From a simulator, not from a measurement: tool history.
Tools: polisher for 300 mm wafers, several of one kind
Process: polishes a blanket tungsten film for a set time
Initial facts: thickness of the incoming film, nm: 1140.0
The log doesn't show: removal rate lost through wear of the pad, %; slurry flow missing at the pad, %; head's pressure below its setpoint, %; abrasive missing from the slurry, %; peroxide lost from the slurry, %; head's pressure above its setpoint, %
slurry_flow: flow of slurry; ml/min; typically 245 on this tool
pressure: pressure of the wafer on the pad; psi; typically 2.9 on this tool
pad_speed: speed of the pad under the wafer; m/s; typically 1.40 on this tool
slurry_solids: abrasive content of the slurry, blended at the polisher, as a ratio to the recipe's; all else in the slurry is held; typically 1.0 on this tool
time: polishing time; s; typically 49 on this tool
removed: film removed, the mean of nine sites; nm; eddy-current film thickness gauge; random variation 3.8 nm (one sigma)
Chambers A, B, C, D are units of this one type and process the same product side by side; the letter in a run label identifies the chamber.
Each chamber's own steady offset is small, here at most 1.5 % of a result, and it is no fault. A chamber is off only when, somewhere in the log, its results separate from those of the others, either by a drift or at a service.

run,day,slurry_flow,pressure,pad_speed,slurry_solids,time,wafers polished on this pad,hours since the slurry nozzle was cleaned,hours since the head pressure was calibrated,hours since the slurry blender was calibrated,hours since the slurry got fresh peroxide,removed
# day 0.062: chamber B: worn pad replaced by a new one
1D,0.167,245,2.9,1.40,1.0,49,681,29.5,660.6,270.6,79.7,279.67
2B,0.300,245,2.9,1.40,1.0,49,48,822.6,979.6,271.5,114.0,272.89
3A,0.496,245,2.9,1.40,1.0,49,895,376.4,408.3,248.4,24.6,279.57
# day 0.633: chamber D: slurry blender recalibrated
4C,0.679,245,2.9,1.40,1.0,49,194,432.5,763.5,107.3,93.9,282.47
5A,0.862,245,2.9,1.40,1.0,49,968,385.2,417.1,257.2,33.4,281.90
6D,1.092,245,2.9,1.40,1.0,49,866,51.7,682.8,11.1,101.9,278.16
7B,1.221,245,2.9,1.40,1.0,49,232,844.7,1001.7,293.6,136.1,273.31
8C,1.362,245,2.9,1.40,1.0,49,331,448.9,779.9,123.7,110.3,277.82
# day 1.396: chamber B: slurry nozzle cleaned
9B,1.571,245,2.9,1.40,1.0,49,302,4.2,1010.1,302.0,144.5,273.33
# day 1.688: chamber A: head pressure recalibrated
10C,1.804,245,2.9,1.40,1.0,49,419,459.5,790.5,134.3,120.9,279.54
11D,1.992,245,2.9,1.40,1.0,49,1046,73.3,704.4,32.7,123.5,274.61
12A,2.125,245,2.9,1.40,1.0,49,1221,415.5,10.6,287.5,63.7,254.25
13B,2.312,170,2.9,1.40,1.0,49,450,22.0,1027.9,319.8,162.3,260.00
14C,2.450,170,2.9,1.40,1.0,49,548,475.0,806.0,149.8,136.4,260.16
# day 2.500: chamber D: worn pad replaced by a new one
15A,2.625,170,2.9,1.40,1.0,49,1321,427.5,22.6,299.5,75.7,242.77
16D,2.825,170,2.9,1.40,1.0,49,65,93.3,724.4,52.7,143.5,260.50
# day 3.033: chamber A: slurry nozzle cleaned
17B,3.038,245,2.9,1.40,1.0,49,595,39.4,1045.3,337.2,179.7,268.40
# day 3.129: chamber C: worn pad replaced by a new one
# day 3.204: chamber B: slurry blender recalibrated
18C,3.233,245,2.9,1.40,1.0,49,21,493.8,824.8,168.6,155.2,278.49
# day 3.462: chamber B: slurry tank refilled with fresh slurry and peroxide
19D,3.462,245,2.9,1.14,0.9,49,192,108.6,739.7,68.0,158.8,218.17
20A,3.575,245,2.9,1.14,0.9,49,1511,13.0,45.4,322.3,98.5,201.88
21A,3.696,245,2.9,1.14,0.9,49,1535,15.9,48.3,325.2,101.4,204.61
22B,3.854,245,2.9,1.14,0.9,49,759,59.0,1064.9,15.7,9.5,214.19
# day 3.942: chamber C: slurry tank refilled with fresh slurry and peroxide
23D,3.975,245,2.9,1.40,1.0,49,295,120.9,752.0,80.3,171.1,279.50
24C,4.217,245,2.9,1.40,1.0,49,218,517.4,848.4,192.2,6.7,278.07
25C,4.400,245,2.9,1.40,1.0,49,254,521.8,852.8,196.6,11.1,280.26
26D,4.512,245,2.9,1.40,1.0,49,402,133.8,764.9,93.2,184.0,269.73

Each of the 4 chambers runs these same settings next. Fill in every chamber's results:
27A,4.688,245,2.9,1.40,1.0,49,,,,,,?
27B,4.688,245,2.9,1.40,1.0,49,,,,,,?
27C,4.688,245,2.9,1.40,1.0,49,,,,,,?
27D,4.688,245,2.9,1.40,1.0,49,,,,,,?

run,removed
27A,250.78
27B,275.99
27C,277.21
27D,265.60
